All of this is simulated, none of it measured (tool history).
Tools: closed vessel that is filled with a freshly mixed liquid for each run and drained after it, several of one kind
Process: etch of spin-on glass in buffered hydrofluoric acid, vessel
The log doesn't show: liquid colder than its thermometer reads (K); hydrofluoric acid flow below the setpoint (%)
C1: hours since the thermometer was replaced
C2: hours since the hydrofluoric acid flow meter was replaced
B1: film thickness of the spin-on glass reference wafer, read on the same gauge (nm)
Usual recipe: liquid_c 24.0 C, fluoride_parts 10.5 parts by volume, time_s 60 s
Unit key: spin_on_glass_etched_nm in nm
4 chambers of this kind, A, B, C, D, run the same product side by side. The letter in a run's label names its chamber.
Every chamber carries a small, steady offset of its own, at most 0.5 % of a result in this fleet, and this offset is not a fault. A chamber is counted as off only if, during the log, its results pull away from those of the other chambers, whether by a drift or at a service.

run 1D hour=4.5 | liquid_c=24.0 fluoride_parts=10.5 time_s=60 | C1=1657.9 C2=77.3 | B1=49.963 | spin_on_glass_etched_nm=139.100
run 2C hour=11.8 | liquid_c=24.0 fluoride_parts=10.5 time_s=60 | C1=806.2 C2=1217.2 | B1=50.007 | spin_on_glass_etched_nm=138.640
run 3B hour=17.2 | liquid_c=24.0 fluoride_parts=10.5 time_s=60 | C1=680.7 C2=1485.8 | B1=49.996 | spin_on_glass_etched_nm=137.290
run 4A hour=21.1 | liquid_c=24.0 fluoride_parts=10.5 time_s=60 | C1=133.3 C2=278.4 | B1=49.987 | spin_on_glass_etched_nm=138.190
run 5A hour=26.8 | liquid_c=24.0 fluoride_parts=10.5 time_s=60 | C1=139.0 C2=284.1 | B1=50.004 | spin_on_glass_etched_nm=137.860
run 6B hour=33.8 | liquid_c=24.0 fluoride_parts=10.5 time_s=60 | C1=697.3 C2=1502.4 | B1=50.018 | spin_on_glass_etched_nm=138.300
run 7D hour=40.1 | liquid_c=24.0 fluoride_parts=10.5 time_s=60 | C1=1693.5 C2=112.9 | B1=49.979 | spin_on_glass_etched_nm=137.480
run 8C hour=46.4 | liquid_c=24.0 fluoride_parts=10.5 time_s=60 | C1=840.8 C2=1251.8 | B1=50.025 | spin_on_glass_etched_nm=135.050
run 9B hour=50.6 | liquid_c=24.0 fluoride_parts=10.5 time_s=60 | C1=714.1 C2=1519.2 | B1=50.000 | spin_on_glass_etched_nm=138.730
run 10D hour=58.4 | liquid_c=24.0 fluoride_parts=10.5 time_s=60 | C1=1711.8 C2=131.2 | B1=49.998 | spin_on_glass_etched_nm=136.620
run 11C hour=65.7 | liquid_c=24.0 fluoride_parts=10.5 time_s=60 | C1=860.1 C2=1271.1 | B1=50.012 | spin_on_glass_etched_nm=135.020
run 12A hour=72.9 | liquid_c=24.0 fluoride_parts=10.5 time_s=60 | C1=185.1 C2=330.2 | B1=49.998 | spin_on_glass_etched_nm=137.870
run 13A hour=79.7 | liquid_c=24.0 fluoride_parts=10.5 time_s=40 | C1=191.9 C2=337.0 | B1=49.996 | spin_on_glass_etched_nm=91.187
run 14C hour=86.1 | liquid_c=24.0 fluoride_parts=10.5 time_s=40 | C1=880.5 C2=1291.5 | B1=50.016 | spin_on_glass_etched_nm=89.031
run 15D hour=93.9 | liquid_c=24.0 fluoride_parts=10.5 time_s=40 | C1=1747.3 C2=166.7 | B1=50.025 | spin_on_glass_etched_nm=92.877
run 16B hour=98.5 | liquid_c=24.0 fluoride_parts=10.5 time_s=40 | C1=762.0 C2=1567.1 | B1=49.966 | spin_on_glass_etched_nm=92.432
run 17B hour=106.1 | liquid_c=25.5 fluoride_parts=7.0 time_s=60 | C1=769.6 C2=1574.7 | B1=50.019 | spin_on_glass_etched_nm=220.730
run 18A hour=110.6 | liquid_c=25.5 fluoride_parts=7.0 time_s=60 | C1=222.8 C2=367.9 | B1=49.999 | spin_on_glass_etched_nm=216.690
run 19C hour=116.3 | liquid_c=25.5 fluoride_parts=7.0 time_s=60 | C1=910.7 C2=1321.7 | B1=50.039 | spin_on_glass_etched_nm=206.470
run 20D hour=120.1 | liquid_c=25.5 fluoride_parts=7.0 time_s=60 | C1=1773.5 C2=192.9 | B1=49.983 | spin_on_glass_etched_nm=219.140
run 21A hour=125.4 | liquid_c=24.0 fluoride_parts=12.5 time_s=60 | C1=237.6 C2=382.7 | B1=49.966 | spin_on_glass_etched_nm=116.080
-- hour=128.4 chamber A: hydrofluoric acid flow meter replaced
run 22D hour=130.2 | liquid_c=24.0 fluoride_parts=12.5 time_s=60 | C1=1783.6 C2=203.0 | B1=50.013 | spin_on_glass_etched_nm=117.460
run 23B hour=135.7 | liquid_c=24.0 fluoride_parts=12.5 time_s=60 | C1=799.2 C2=1604.3 | B1=50.035 | spin_on_glass_etched_nm=117.450
run 24C hour=141.9 | liquid_c=24.0 fluoride_parts=12.5 time_s=60 | C1=936.3 C2=1347.3 | B1=49.994 | spin_on_glass_etched_nm=110.290
run 25A hour=149.9 | liquid_c=24.0 fluoride_parts=10.5 time_s=60 | C1=262.1 C2=21.5 | B1=49.970 | spin_on_glass_etched_nm=139.290

Does one chamber stand apart from the rest, does the shared gauge drift, or is all well apart from small per-chamber offsets? Give the chamber and the most likely cause, where there is one.

One chamber, C, drifts off from the rest bit by bit.
Likeliest cause: liquid colder than its thermometer reads (K) = 1.49.
The log might look much the same if the cause were instead: hydrofluoric acid flow below the setpoint (%).

Here are 4 candidates for chamber C's next run, each the usual settings with a change, their results left as question marks. Which one brings its results back in line with what the others give on the usual settings?
In-line tolerance around the mean of the other chambers on the usual settings: spin_on_glass_etched_nm 4.100 nm
run 26C-1 hour=155.7 | liquid_c=24.5 fluoride_parts=10.5 time_s=60 | spin_on_glass_etched_nm=?
run 26C-2 hour=155.7 | liquid_c=24.0 fluoride_parts=10.5 time_s=65 | spin_on_glass_etched_nm=?
run 26C-3 hour=155.7 | liquid_c=24.0 fluoride_parts=10.5 time_s=55 | spin_on_glass_etched_nm=?
run 26C-4 hour=155.7 | liquid_c=23.5 fluoride_parts=10.5 time_s=60 | spin_on_glass_etched_nm=?

Usual-settings mean across the other chambers: spin_on_glass_etched_nm 137.700 nm
run=26C-1 spin_on_glass_etched_nm=131.890
run=26C-2 spin_on_glass_etched_nm=139.010
run=26C-3 spin_on_glass_etched_nm=117.620
run=26C-4 spin_on_glass_etched_nm=124.890
26C-2 puts the chamber back in line with the other chambers.

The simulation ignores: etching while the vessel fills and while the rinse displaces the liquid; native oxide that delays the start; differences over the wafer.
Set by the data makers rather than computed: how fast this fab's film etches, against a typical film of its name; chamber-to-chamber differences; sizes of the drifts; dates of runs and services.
